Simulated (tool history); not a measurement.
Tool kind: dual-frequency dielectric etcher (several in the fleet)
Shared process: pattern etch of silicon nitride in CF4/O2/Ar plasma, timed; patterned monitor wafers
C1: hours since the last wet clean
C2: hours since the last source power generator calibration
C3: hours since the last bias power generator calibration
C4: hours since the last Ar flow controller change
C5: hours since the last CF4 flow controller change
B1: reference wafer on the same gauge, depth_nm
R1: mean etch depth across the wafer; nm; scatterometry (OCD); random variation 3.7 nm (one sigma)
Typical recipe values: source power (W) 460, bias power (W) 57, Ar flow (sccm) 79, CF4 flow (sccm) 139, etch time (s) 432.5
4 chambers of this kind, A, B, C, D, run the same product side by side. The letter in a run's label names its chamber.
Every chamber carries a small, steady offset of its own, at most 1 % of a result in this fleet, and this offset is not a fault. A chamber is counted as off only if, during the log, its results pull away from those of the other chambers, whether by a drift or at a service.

Run 1B, hour 6: usual settings; C1 288.5; C2 4221.4; C3 21.5; C4 1684.2; C5 1130.2; B1 734.76. Result: R1 863.86 nm.
Run 2A, hour 10.5: usual settings; C1 306.2; C2 251.2; C3 921.8; C4 1212; C5 26.4; B1 734.3. Result: R1 863.56 nm.
Run 3D, hour 17.5: usual settings; C1 309; C2 639; C3 2773.8; C4 301.5; C5 2578.8; B1 733.94. Result: R1 855.27 nm.
Run 4C, hour 25.3: usual settings; C1 230.1; C2 2670.2; C3 1692.3; C4 334.7; C5 1615.8; B1 733.74. Result: R1 844.82 nm.
Run 5D, hour 32.8: usual settings; C1 324.3; C2 654.3; C3 2789.1; C4 316.8; C5 2594.1; B1 734.54. Result: R1 850.41 nm.
Run 6A, hour 38.2: usual settings but bias power (W) 46, etch time (s) 343; C1 333.9; C2 278.9; C3 949.5; C4 1239.7; C5 54.1; B1 734.37. Result: R1 631.81 nm.
Run 7B, hour 42.9: usual settings but bias power (W) 46, etch time (s) 343; C1 325.4; C2 4258.3; C3 58.4; C4 1721.1; C5 1167.1; B1 734.6. Result: R1 633.05 nm.
Run 8C, hour 49: usual settings but bias power (W) 46, etch time (s) 343; C1 253.8; C2 2693.9; C3 1716; C4 358.4; C5 1639.5; B1 734.67. Result: R1 624.99 nm.
Run 9D, hour 55.2: usual settings but bias power (W) 46, etch time (s) 343; C1 346.7; C2 676.7; C3 2811.5; C4 339.2; C5 2616.5; B1 733.53. Result: R1 626.31 nm.
Run 10C, hour 63.4: usual settings; C1 268.2; C2 2708.3; C3 1730.4; C4 372.8; C5 1653.9; B1 734.21. Result: R1 849.88 nm.
Run 11A, hour 67.8: usual settings but bias power (W) 50, CF4 flow (sccm) 168; C1 363.5; C2 308.5; C3 979.1; C4 1269.3; C5 83.7; B1 734.31. Result: R1 842.97 nm.
Run 12B, hour 75.6: usual settings but bias power (W) 50, CF4 flow (sccm) 168; C1 358.1; C2 4291; C3 91.1; C4 1753.8; C5 1199.8; B1 733.19. Result: R1 834.61 nm.
Run 13D, hour 84.4: usual settings but bias power (W) 50, CF4 flow (sccm) 168; C1 375.9; C2 705.9; C3 2840.7; C4 368.4; C5 2645.7; B1 733.71. Result: R1 824.48 nm.
At hour 84.9: chamber D: wet clean of the chamber.
Run 14B, hour 91.5: usual settings but bias power (W) 50, CF4 flow (sccm) 168; C1 374; C2 4306.9; C3 107; C4 1769.7; C5 1215.7; B1 734.84. Result: R1 830.71 nm.
Run 15C, hour 96.6: usual settings; C1 301.4; C2 2741.5; C3 1763.6; C4 406; C5 1687.1; B1 733. Result: R1 843.51 nm.
Run 16A, hour 102.1: usual settings; C1 397.8; C2 342.8; C3 1013.4; C4 1303.6; C5 118; B1 734.31. Result: R1 863.19 nm.
Run 17D, hour 106: usual settings; C1 21.1; C2 727.5; C3 2862.3; C4 390; C5 2667.3; B1 734.4. Result: R1 888.92 nm.
Run 18A, hour 111: usual settings; C1 406.7; C2 351.7; C3 1022.3; C4 1312.5; C5 126.9; B1 734.52. Result: R1 863.06 nm.
At hour 117.3: chamber A: wet clean of the chamber.
Run 19C, hour 118.3: usual settings; C1 323.1; C2 2763.2; C3 1785.3; C4 427.7; C5 1708.8; B1 733.99. Result: R1 850.97 nm.
Run 20B, hour 127.1: usual settings; C1 409.6; C2 4342.5; C3 142.6; C4 1805.3; C5 1251.3; B1 733.42. Result: R1 857.65 nm.
Run 21B, hour 132.5: usual settings but bias power (W) 68, CF4 flow (sccm) 156; C1 415; C2 4347.9; C3 148; C4 1810.7; C5 1256.7; B1 733.71. Result: R1 921.95 nm.
Run 22A, hour 141.2: usual settings but bias power (W) 68, CF4 flow (sccm) 156; C1 24; C2 381.9; C3 1052.5; C4 1342.7; C5 157.1; B1 733.22. Result: R1 919.66 nm.
Run 23C, hour 148.1: usual settings but bias power (W) 68, CF4 flow (sccm) 156; C1 352.9; C2 2793; C3 1815.1; C4 457.5; C5 1738.6; B1 734.39. Result: R1 913.67 nm.
Run 24D, hour 154.3: usual settings but bias power (W) 68, CF4 flow (sccm) 156; C1 69.4; C2 775.8; C3 2910.6; C4 438.3; C5 2715.6; B1 734.04. Result: R1 963.03 nm.
Run 25C, hour 162.1: usual settings but Ar flow (sccm) 72; C1 366.9; C2 2807; C3 1829.1; C4 471.5; C5 1752.6; B1 733.07. Result: R1 854.29 nm.
Run 26A, hour 168.1: usual settings but Ar flow (sccm) 72; C1 50.9; C2 408.8; C3 1079.4; C4 1369.6; C5 184; B1 733.89. Result: R1 868.51 nm.
Run 27D, hour 172.4: usual settings but Ar flow (sccm) 72; C1 87.5; C2 793.9; C3 2928.7; C4 456.4; C5 2733.7; B1 734.68. Result: R1 896.08 nm.
Run 28B, hour 178.6: usual settings but Ar flow (sccm) 72; C1 461.1; C2 4394; C3 194.1; C4 1856.8; C5 1302.8; B1 733.63. Result: R1 865.33 nm.
Run 29B, hour 182.7: usual settings; C1 465.2; C2 4398.1; C3 198.2; C4 1860.9; C5 1306.9; B1 734.18. Result: R1 854.88 nm.
Run 30A, hour 187.3: usual settings; C1 70.1; C2 428; C3 1098.6; C4 1388.8; C5 203.2; B1 733.42. Result: R1 856.09 nm.
Run 31D, hour 191.2: usual settings; C1 106.3; C2 812.7; C3 2947.5; C4 475.2; C5 2752.5; B1 734.02. Result: R1 880.95 nm.
Run 32C, hour 196.6: usual settings; C1 401.4; C2 2841.5; C3 1863.6; C4 506; C5 1787.1; B1 733.87. Result: R1 849.06 nm.
Run 33A, hour 204.5: usual settings; C1 87.3; C2 445.2; C3 1115.8; C4 1406; C5 220.4; B1 733.82. Result: R1 857.77 nm.
Run 34B, hour 213.3: usual settings; C1 495.8; C2 4428.7; C3 228.8; C4 1891.5; C5 1337.5; B1 733.46. Result: R1 866.52 nm.

Is one chamber out of step, is the gauge drifting, or do the chambers differ by no more than their own small offsets? For an off chamber, give its letter and the likeliest cause.

After it was serviced, chamber D no longer matches the other chambers.
What lies behind it: etch rate over this chamber's usual, % = 4.43.

Here are 4 candidates for chamber D's next run, each the usual settings with a change, their results left as question marks. Which one brings its results back in line with what the others give on the usual settings?
Maximum distance from the other chambers' mean on the usual settings for a result to count as in line: R1 13 nm
Run 35D-1, hour 219.7: usual settings but etch time (s) 429.5. Result: R1 ?.
Run 35D-2, hour 219.7: usual settings but etch time (s) 435.5. Result: R1 ?.
Run 35D-3, hour 219.7: usual settings but etch time (s) 449.5. Result: R1 ?.
Run 35D-4, hour 219.7: usual settings but source power (W) 450, etch time (s) 422.5. Result: R1 ?.

Mean of the other chambers on the usual settings: R1 856.58 nm
  run      R1
35D-1  883.64
35D-2  895.99
35D-3  924.79
35D-4  852.47
The answer is 35D-4, which returns the chamber to within the allowed miss of the others.
